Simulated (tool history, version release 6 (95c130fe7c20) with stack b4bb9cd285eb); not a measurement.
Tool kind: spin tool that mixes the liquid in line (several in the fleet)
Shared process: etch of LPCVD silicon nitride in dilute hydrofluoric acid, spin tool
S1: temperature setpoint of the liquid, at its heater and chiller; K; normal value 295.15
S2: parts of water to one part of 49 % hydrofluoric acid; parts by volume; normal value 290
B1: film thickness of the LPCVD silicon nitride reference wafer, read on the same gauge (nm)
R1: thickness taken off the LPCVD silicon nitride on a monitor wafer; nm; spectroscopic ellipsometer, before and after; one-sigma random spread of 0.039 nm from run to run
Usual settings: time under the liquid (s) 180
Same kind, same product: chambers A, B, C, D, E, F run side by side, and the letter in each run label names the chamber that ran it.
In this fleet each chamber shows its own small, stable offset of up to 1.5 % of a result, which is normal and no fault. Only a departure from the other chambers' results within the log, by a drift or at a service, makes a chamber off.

Run 1F, hour 14.8: usual settings; B1 109.97. Result: R1 0.27318 nm.
At hour 21.8: chamber A: hydrofluoric acid flow meter replaced.
At hour 28.1: chamber D: hydrofluoric acid flow meter replaced.
Run 2E, hour 29.4: usual settings; B1 110.01. Result: R1 0.22468 nm.
At hour 37.2: chamber B: hydrofluoric acid flow meter replaced.
Run 3A, hour 38: usual settings; B1 109.99. Result: R1 0.24234 nm.
Run 4D, hour 53: usual settings; B1 109.99. Result: R1 0.26749 nm.
Run 5C, hour 60.5: usual settings but S1 299.65 K, time under the liquid (s) 265; B1 109.96. Result: R1 0.32352 nm.
Run 6B, hour 73.1: usual settings but S1 299.65 K, time under the liquid (s) 265; B1 110.02. Result: R1 0.56971 nm.
Run 7A, hour 81.4: usual settings but S1 299.65 K, time under the liquid (s) 265; B1 110.02. Result: R1 0.55471 nm.
Run 8C, hour 93.7: usual settings but S1 299.65 K, time under the liquid (s) 265; B1 110.03. Result: R1 0.44827 nm.
Run 9F, hour 105.3: usual settings but S1 299.65 K, time under the liquid (s) 265; B1 109.96. Result: R1 0.45171 nm.
Run 10B, hour 121.6: usual settings but S1 299.65 K, time under the liquid (s) 265; B1 109.94. Result: R1 0.64884 nm.
Run 11D, hour 133.6: usual settings; B1 110.01. Result: R1 0.23076 nm.
Run 12E, hour 143.8: usual settings; B1 109.96. Result: R1 0.23845 nm.
Run 13A, hour 151.5: usual settings but S2 375 parts by volume; B1 110.01. Result: R1 0.18721 nm.
Run 14E, hour 164.5: usual settings but S2 375 parts by volume; B1 110.04. Result: R1 0.20455 nm.
Run 15F, hour 176.6: usual settings but S2 375 parts by volume; B1 109.99. Result: R1 0.23963 nm.
Run 16B, hour 191.3: usual settings but S2 375 parts by volume; B1 109.98. Result: R1 0.18236 nm.
Run 17C, hour 203.1: usual settings but S2 375 parts by volume; B1 110.05. Result: R1 0.20343 nm.
Run 18D, hour 218.5: usual settings but S2 375 parts by volume; B1 109.98. Result: R1 0.23257 nm.
Run 19C, hour 232.5: usual settings; B1 110.01. Result: R1 0.26534 nm.
Run 20F, hour 247.5: usual settings; B1 110.03. Result: R1 0.24726 nm.
Run 21D, hour 259: usual settings; B1 109.97. Result: R1 0.26297 nm.
Run 22B, hour 272.9: usual settings; B1 110.03. Result: R1 0.21982 nm.
Run 23E, hour 283.1: usual settings; B1 110. Result: R1 0.17998 nm.
Run 24A, hour 293.8: usual settings; B1 110.01. Result: R1 0.24718 nm.
Run 25A, hour 302.5: usual settings; B1 110. Result: R1 0.27708 nm.
Run 26C, hour 311.6: usual settings; B1 110. Result: R1 0.27413 nm.
Run 27E, hour 326.1: usual settings; B1 109.99. Result: R1 0.25292 nm.
Run 28F, hour 340.7: usual settings; B1 110.02. Result: R1 0.21371 nm.
Run 29B, hour 353.9: usual settings; B1 110. Result: R1 0.20217 nm.
Run 30D, hour 366.2: usual settings; B1 110.03. Result: R1 0.29534 nm.
Run 31C, hour 377.9: usual settings; B1 110.03. Result: R1 0.24279 nm.
Run 32B, hour 394.3: usual settings; B1 110.03. Result: R1 0.23834 nm.
Run 33E, hour 405.7: usual settings; B1 110.03. Result: R1 0.36681 nm.
Run 34D, hour 413.6: usual settings; B1 110. Result: R1 0.25275 nm.
Run 35A, hour 426.3: usual settings; B1 110.06. Result: R1 0.24531 nm.
Run 36F, hour 438.4: usual settings; B1 109.99. Result: R1 0.28342 nm.
Run 37D, hour 452.2: usual settings; B1 110. Result: R1 0.28328 nm.

All 6 chambers run these settings next. Forecast each chamber's results:
Run 38A, hour 464: usual settings. Result: R1 ?.
Run 38B, hour 464: usual settings. Result: R1 ?.
Run 38C, hour 464: usual settings. Result: R1 ?.
Run 38D, hour 464: usual settings. Result: R1 ?.
Run 38E, hour 464: usual settings. Result: R1 ?.
Run 38F, hour 464: usual settings. Result: R1 ?.

run       R1
38A  0.25634
38B  0.25129
38C  0.28563
38D  0.23286
38E  0.26626
38F  0.25748

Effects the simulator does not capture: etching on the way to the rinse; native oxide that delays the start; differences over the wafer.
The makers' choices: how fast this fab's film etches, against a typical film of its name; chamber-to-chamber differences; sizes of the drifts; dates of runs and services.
